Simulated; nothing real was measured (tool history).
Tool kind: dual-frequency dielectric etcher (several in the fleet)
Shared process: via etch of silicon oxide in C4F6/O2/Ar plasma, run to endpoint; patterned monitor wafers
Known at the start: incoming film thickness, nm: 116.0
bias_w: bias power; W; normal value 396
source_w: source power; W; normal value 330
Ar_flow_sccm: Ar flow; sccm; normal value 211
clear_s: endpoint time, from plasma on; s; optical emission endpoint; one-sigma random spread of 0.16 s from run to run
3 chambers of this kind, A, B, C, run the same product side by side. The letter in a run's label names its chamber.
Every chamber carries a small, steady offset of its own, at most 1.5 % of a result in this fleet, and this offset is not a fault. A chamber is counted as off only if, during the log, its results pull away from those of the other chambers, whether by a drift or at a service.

run,hour,bias_w,source_w,Ar_flow_sccm,hours since the last wet clean,hours since the last bias power generator calibration,hours since the last source power generator calibration,hours since the last Ar flow controller change,clear_s
1B,13,396,330,211,354.2,4174.9,1991.8,4472.7,28.491
2C,23.3,396,330,211,24.5,863.4,3647.1,1414,28.913
3A,33.9,396,330,211,324,763.4,3063.2,592,29.163
4C,46.2,396,330,211,47.4,886.3,3670,1436.9,28.814
5B,55.2,396,330,211,396.4,4217.1,2034,4514.9,28.916
6A,65.8,396,330,211,355.9,795.3,3095.1,623.9,28.986
7C,73.1,396,330,230,74.3,913.2,3696.9,1463.8,29.135
8A,82.2,396,330,230,372.3,811.7,3111.5,640.3,29.546
# hour 84.8: chamber A: wet clean of the chamber
9B,89.2,396,330,230,430.4,4251.1,2068,4548.9,28.732
10C,98.9,396,330,211,100.1,939,3722.7,1489.6,28.918
11A,105.8,396,400,211,21.1,835.3,3135.1,663.9,26.998
12B,113.6,396,400,211,454.8,4275.5,2092.4,4573.3,26.659
13C,120.7,396,400,211,121.9,960.8,3744.5,1511.4,26.804
14B,131.9,396,330,211,473.1,4293.8,2110.7,4591.6,28.193
15A,141.5,396,330,211,56.8,871,3170.8,699.6,29.053
16A,149.6,396,330,211,64.9,879.1,3178.9,707.7,29.519
17C,161.7,396,330,211,162.9,1001.8,3785.5,1552.4,28.852
18B,171.7,396,330,236,512.9,4333.6,2150.5,4631.4,28.953
19A,184.8,396,330,236,100.1,914.3,3214.1,742.9,29.149
# hour 197.2: chamber B: wet clean of the chamber
20C,197.4,396,330,236,198.6,1037.5,3821.2,1588.1,29.427
21B,206.3,396,330,211,9.2,4368.2,2185.1,4666,28.452
22B,218.4,396,330,211,21.3,4380.3,2197.2,4678.1,28.7
23A,226.6,396,330,211,141.9,956.1,3255.9,784.7,29.024
24C,238.5,396,330,211,239.7,1078.6,3862.3,1629.2,28.832
25A,246.3,396,330,211,161.6,975.8,3275.6,804.4,28.901
26B,256.6,396,330,211,59.5,4418.5,2235.4,4716.3,28.703
27C,266.9,396,330,211,268.1,1107,3890.7,1657.6,29.164
28A,279.6,396,330,171,194.9,1009.1,3308.9,837.7,28.547
29C,287.9,396,330,171,289.1,1128,3911.7,1678.6,28.238
30B,298.3,396,330,171,101.2,4460.2,2277.1,4758,27.884
31C,309.5,396,330,211,310.7,1149.6,3933.3,1700.2,29.265
32A,319.9,487,330,230,235.2,1049.4,3349.2,878,27.347
33B,330.8,487,330,230,133.7,4492.7,2309.6,4790.5,26.781
34B,338.5,487,330,230,141.4,4500.4,2317.3,4798.2,26.78
35C,348,396,330,211,349.2,1188.1,3971.8,1738.7,28.733
36A,357.7,396,330,211,273,1087.2,3387,915.8,29.049
37A,366.1,396,330,211,281.4,1095.6,3395.4,924.2,28.888
38C,377.6,396,330,211,378.8,1217.7,4001.4,1768.3,29.019

The same settings go to every chamber for the next run, one line per chamber below. Forecast the results for each:
39A,387.3,358,330,211,,,,,?
39B,387.3,358,330,211,,,,,?
39C,387.3,358,330,211,,,,,?

run,clear_s
39A,30.272
39B,29.506
39C,29.867

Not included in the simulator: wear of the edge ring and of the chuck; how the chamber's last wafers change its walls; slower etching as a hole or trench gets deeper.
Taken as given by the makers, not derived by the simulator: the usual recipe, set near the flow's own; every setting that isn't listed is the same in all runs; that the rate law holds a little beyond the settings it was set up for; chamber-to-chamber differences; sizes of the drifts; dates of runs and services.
